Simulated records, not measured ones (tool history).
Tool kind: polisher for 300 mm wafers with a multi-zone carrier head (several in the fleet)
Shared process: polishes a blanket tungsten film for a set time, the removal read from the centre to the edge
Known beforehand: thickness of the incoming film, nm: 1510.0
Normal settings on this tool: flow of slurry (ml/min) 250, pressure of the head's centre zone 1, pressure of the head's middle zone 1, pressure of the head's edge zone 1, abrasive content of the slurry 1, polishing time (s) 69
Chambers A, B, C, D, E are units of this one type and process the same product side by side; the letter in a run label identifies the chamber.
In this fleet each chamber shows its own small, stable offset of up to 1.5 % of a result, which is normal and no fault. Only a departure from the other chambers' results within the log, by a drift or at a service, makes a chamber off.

run,hour,flow of slurry (ml/min),pressure of the head's centre zone,pressure of the head's middle zone,pressure of the head's edge zone,abrasive content of the slurry,polishing time (s),film removed at the wafer's centre (angstrom),film removed at mid-radius (angstrom),film removed at the wafer's edge (angstrom)
1E,7.3,250,1,1,1,1,69,4487.7,4591.9,4489.3
# hour 9.4: chamber A: worn pad replaced by a new one
2A,17.4,250,1,1,1,1,69,4429.6,4492.3,4492.4
3D,29.6,250,1,1,1,1,69,4484.9,4469,4457.2
# hour 31.6: chamber C: edge zone pressure recalibrated
4C,41.2,250,1,1,1,1,69,4436.5,4403.3,4499.3
# hour 50.2: chamber C: worn pad replaced by a new one
# hour 54.4: chamber A: edge zone pressure recalibrated
5B,57.1,250,1,1,1,1,69,4471.7,4410.9,4485.9
# hour 60.5: chamber B: worn pad replaced by a new one
6D,71.4,250,1,1,1,1,69,4535.9,4485.2,4418.3
# hour 74.9: chamber E: worn pad replaced by a new one
# hour 85.6: chamber D: worn pad replaced by a new one
7E,86.3,250,1,1,1,1,69,4574.3,4444.4,4553.5
# hour 89.4: chamber A: worn pad replaced by a new one
8B,98.4,250,1,1,1,1,69,4485.4,4500.7,4424.6
9C,107.2,250,1,1,1,1,69,4528.5,4523.8,4439.5
10A,115.9,250,1,1,1,1,69,4494.2,4429.9,4529.1
11E,125.3,250,1,1,1,1,69,4517.1,4457,4503.9
# hour 132.4: chamber B: worn pad replaced by a new one
12C,135.4,250,1,1,1,1,69,4531.5,4468.5,4464.9
# hour 145.9: chamber C: worn pad replaced by a new one
13A,146.2,250,1,1,1,1,69,4421.7,4474.1,4480.2
# hour 152.2: chamber A: worn pad replaced by a new one
14B,157.9,250,1,1,1,1,46,2985.4,2981.2,2946.7
15D,169.1,250,1,1,1,1,46,2993.8,3048.1,2940.9
# hour 169.8: chamber E: worn pad replaced by a new one
16D,182,250,1,1,1,1,46,2974.4,3006.1,2949.5
17B,191.7,250,1,1,1,1,46,2977.3,3038,2972.8
# hour 193.2: chamber C: centre zone pressure recalibrated
# hour 200: chamber B: worn pad replaced by a new one
# hour 201.4: chamber D: worn pad replaced by a new one
18E,203.8,250,1,1,1,1,46,3001.3,3007.3,2955.6
19C,219.3,250,1,1,1,1,69,4550,4569.9,4540.7
# hour 220.4: chamber A: worn pad replaced by a new one
# hour 222.1: chamber B: slurry nozzle cleaned
20A,233.6,250,1,1,1,1,69,4517.7,4506.4,4422.2
# hour 236: chamber C: worn pad replaced by a new one
# hour 237: chamber E: slurry nozzle cleaned
21A,249,250,1,1,1,1,69,4480.8,4539.3,4529.8
22B,257.8,250,1,1,1,1,69,4460.7,4486.8,4481.7
23E,266.3,250,1,1,1,1,69,4559.3,4442.6,4455
# hour 268.2: chamber B: worn pad replaced by a new one
24C,277,250,1,1,1,1,69,4459.3,4428.9,4422
# hour 282: chamber A: worn pad replaced by a new one
25D,284,250,1,1,1,1,69,4515.7,4500.3,4366.8
# hour 289.5: chamber E: worn pad replaced by a new one
# hour 295.3: chamber D: centre zone pressure recalibrated
26C,296.5,250,1,1,1,1,69,4526.3,4589.4,4523.4
27E,310.7,250,1,1,1,1,69,4527.4,4527.4,4435.3
28D,326.5,250,1,1,1,1,69,4509.8,4444.8,4416.2
# hour 327.5: chamber D: worn pad replaced by a new one
# hour 328.8: chamber B: centre zone pressure recalibrated
# hour 329.6: chamber B: worn pad replaced by a new one
29B,335.3,250,1,1,1,1,69,4421.3,4439.7,4443.3
30A,342.5,250,1,1,1,1,69,4528,4390.6,4473.4
31D,352.8,250,1,0.95,1,1,69,4506.9,4218.7,4483.3

Next, all 5 chambers run the settings below, one line each with question marks for the results. What does each chamber give?
32A,364.6,250,1,0.92,1,1,69,?,?,?
32B,364.6,250,1,0.92,1,1,69,?,?,?
32C,364.6,250,1,0.92,1,1,69,?,?,?
32D,364.6,250,1,0.92,1,1,69,?,?,?
32E,364.6,250,1,0.92,1,1,69,?,?,?

run,film removed at the wafer's centre (angstrom),film removed at mid-radius (angstrom),film removed at the wafer's edge (angstrom)
32A,4447.1,4195.1,4525.3
32B,4447.4,4082.8,4529.6
32C,4489,4142.2,4540.5
32D,4480.5,4164.1,4488.1
32E,4538.2,4162.6,4494.9
